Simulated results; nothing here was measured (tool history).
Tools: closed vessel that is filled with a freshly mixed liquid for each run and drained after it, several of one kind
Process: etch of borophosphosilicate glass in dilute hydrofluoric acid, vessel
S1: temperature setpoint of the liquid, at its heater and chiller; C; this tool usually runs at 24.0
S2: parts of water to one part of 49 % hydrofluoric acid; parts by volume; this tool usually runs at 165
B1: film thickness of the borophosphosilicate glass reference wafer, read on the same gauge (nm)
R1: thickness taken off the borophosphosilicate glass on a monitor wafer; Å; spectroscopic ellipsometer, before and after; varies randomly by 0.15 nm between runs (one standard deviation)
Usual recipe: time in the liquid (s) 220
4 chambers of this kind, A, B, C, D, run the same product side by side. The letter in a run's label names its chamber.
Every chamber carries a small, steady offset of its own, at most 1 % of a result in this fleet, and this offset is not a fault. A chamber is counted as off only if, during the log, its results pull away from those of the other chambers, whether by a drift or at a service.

run 1C hour=9.8 | S1=24.0 S2=165 time_in_the_liquid_(s)=220 | B1=49.974 | R1=468.38
run 2D hour=16.4 | S1=24.0 S2=165 time_in_the_liquid_(s)=220 | B1=49.995 | R1=466.31
run 3B hour=26.5 | S1=24.0 S2=165 time_in_the_liquid_(s)=220 | B1=49.992 | R1=471.60
run 4A hour=38.4 | S1=24.0 S2=165 time_in_the_liquid_(s)=220 | B1=49.994 | R1=468.88
run 5B hour=45.7 | S1=24.0 S2=165 time_in_the_liquid_(s)=220 | B1=50.015 | R1=470.55
run 6D hour=54.6 | S1=19.5 S2=165 time_in_the_liquid_(s)=285 | B1=49.992 | R1=509.71
run 7C hour=65.6 | S1=19.5 S2=165 time_in_the_liquid_(s)=285 | B1=50.006 | R1=514.72
run 8A hour=73.5 | S1=19.5 S2=165 time_in_the_liquid_(s)=285 | B1=49.998 | R1=503.19
run 9B hour=79.6 | S1=19.5 S2=165 time_in_the_liquid_(s)=285 | B1=50.011 | R1=511.98
run 10D hour=89.1 | S1=24.0 S2=165 time_in_the_liquid_(s)=220 | B1=50.000 | R1=471.88
run 11C hour=99.1 | S1=24.0 S2=165 time_in_the_liquid_(s)=220 | B1=50.000 | R1=471.22
run 12A hour=109.0 | S1=24.0 S2=165 time_in_the_liquid_(s)=220 | B1=50.011 | R1=466.53
run 13C hour=120.8 | S1=24.0 S2=165 time_in_the_liquid_(s)=220 | B1=49.996 | R1=467.17
run 14B hour=132.9 | S1=24.0 S2=165 time_in_the_liquid_(s)=220 | B1=50.008 | R1=472.30
run 15D hour=141.4 | S1=24.0 S2=165 time_in_the_liquid_(s)=220 | B1=49.997 | R1=471.60
run 16A hour=152.3 | S1=24.0 S2=165 time_in_the_liquid_(s)=220 | B1=49.974 | R1=469.81
run 17D hour=159.1 | S1=24.0 S2=165 time_in_the_liquid_(s)=220 | B1=50.005 | R1=470.34
run 18B hour=168.9 | S1=24.0 S2=165 time_in_the_liquid_(s)=220 | B1=49.992 | R1=469.62
run 19A hour=176.4 | S1=24.0 S2=165 time_in_the_liquid_(s)=220 | B1=50.010 | R1=466.76
run 20C hour=187.4 | S1=24.0 S2=165 time_in_the_liquid_(s)=220 | B1=50.017 | R1=467.17
run 21C hour=192.9 | S1=24.0 S2=165 time_in_the_liquid_(s)=220 | B1=50.008 | R1=469.33
run 22A hour=200.7 | S1=24.0 S2=100 time_in_the_liquid_(s)=220 | B1=50.021 | R1=839.61
run 23D hour=208.5 | S1=24.0 S2=100 time_in_the_liquid_(s)=220 | B1=50.003 | R1=829.18
run 24B hour=218.6 | S1=24.0 S2=100 time_in_the_liquid_(s)=220 | B1=49.997 | R1=827.53
run 25B hour=229.1 | S1=24.0 S2=100 time_in_the_liquid_(s)=220 | B1=49.988 | R1=828.61
run 26C hour=239.0 | S1=24.0 S2=165 time_in_the_liquid_(s)=220 | B1=50.003 | R1=471.32
run 27A hour=249.1 | S1=24.0 S2=210 time_in_the_liquid_(s)=220 | B1=49.985 | R1=348.34
run 28D hour=261.2 | S1=24.0 S2=210 time_in_the_liquid_(s)=220 | B1=50.010 | R1=352.97
run 29C hour=270.9 | S1=24.0 S2=210 time_in_the_liquid_(s)=220 | B1=49.993 | R1=353.54
run 30D hour=278.6 | S1=24.0 S2=210 time_in_the_liquid_(s)=220 | B1=50.009 | R1=349.79
run 31A hour=285.4 | S1=24.0 S2=165 time_in_the_liquid_(s)=220 | B1=49.994 | R1=466.58
run 32B hour=290.7 | S1=24.0 S2=165 time_in_the_liquid_(s)=335 | B1=50.016 | R1=716.23
run 33A hour=302.3 | S1=24.0 S2=165 time_in_the_liquid_(s)=335 | B1=50.020 | R1=712.14
run 34C hour=312.7 | S1=24.0 S2=165 time_in_the_liquid_(s)=335 | B1=49.992 | R1=711.80
run 35B hour=322.1 | S1=24.0 S2=165 time_in_the_liquid_(s)=335 | B1=49.999 | R1=718.56
run 36D hour=330.2 | S1=24.0 S2=165 time_in_the_liquid_(s)=220 | B1=49.994 | R1=471.18
run 37B hour=339.8 | S1=21.5 S2=165 time_in_the_liquid_(s)=315 | B1=50.034 | R1=607.85
run 38A hour=347.3 | S1=21.5 S2=165 time_in_the_liquid_(s)=315 | B1=49.972 | R1=606.73
run 39D hour=355.2 | S1=21.5 S2=165 time_in_the_liquid_(s)=315 | B1=49.983 | R1=606.96
run 40C hour=361.8 | S1=21.5 S2=165 time_in_the_liquid_(s)=315 | B1=49.970 | R1=612.27
run 41A hour=370.2 | S1=24.0 S2=165 time_in_the_liquid_(s)=220 | B1=50.008 | R1=464.08

Next, every chamber runs the same settings. What will each give?
run 42A hour=378.9 | S1=27.5 S2=165 time_in_the_liquid_(s)=220 | R1=?
run 42B hour=378.9 | S1=27.5 S2=165 time_in_the_liquid_(s)=220 | R1=?
run 42C hour=378.9 | S1=27.5 S2=165 time_in_the_liquid_(s)=220 | R1=?
run 42D hour=378.9 | S1=27.5 S2=165 time_in_the_liquid_(s)=220 | R1=?

run=42A R1=529.74
run=42B R1=534.60
run=42C R1=533.89
run=42D R1=537.33

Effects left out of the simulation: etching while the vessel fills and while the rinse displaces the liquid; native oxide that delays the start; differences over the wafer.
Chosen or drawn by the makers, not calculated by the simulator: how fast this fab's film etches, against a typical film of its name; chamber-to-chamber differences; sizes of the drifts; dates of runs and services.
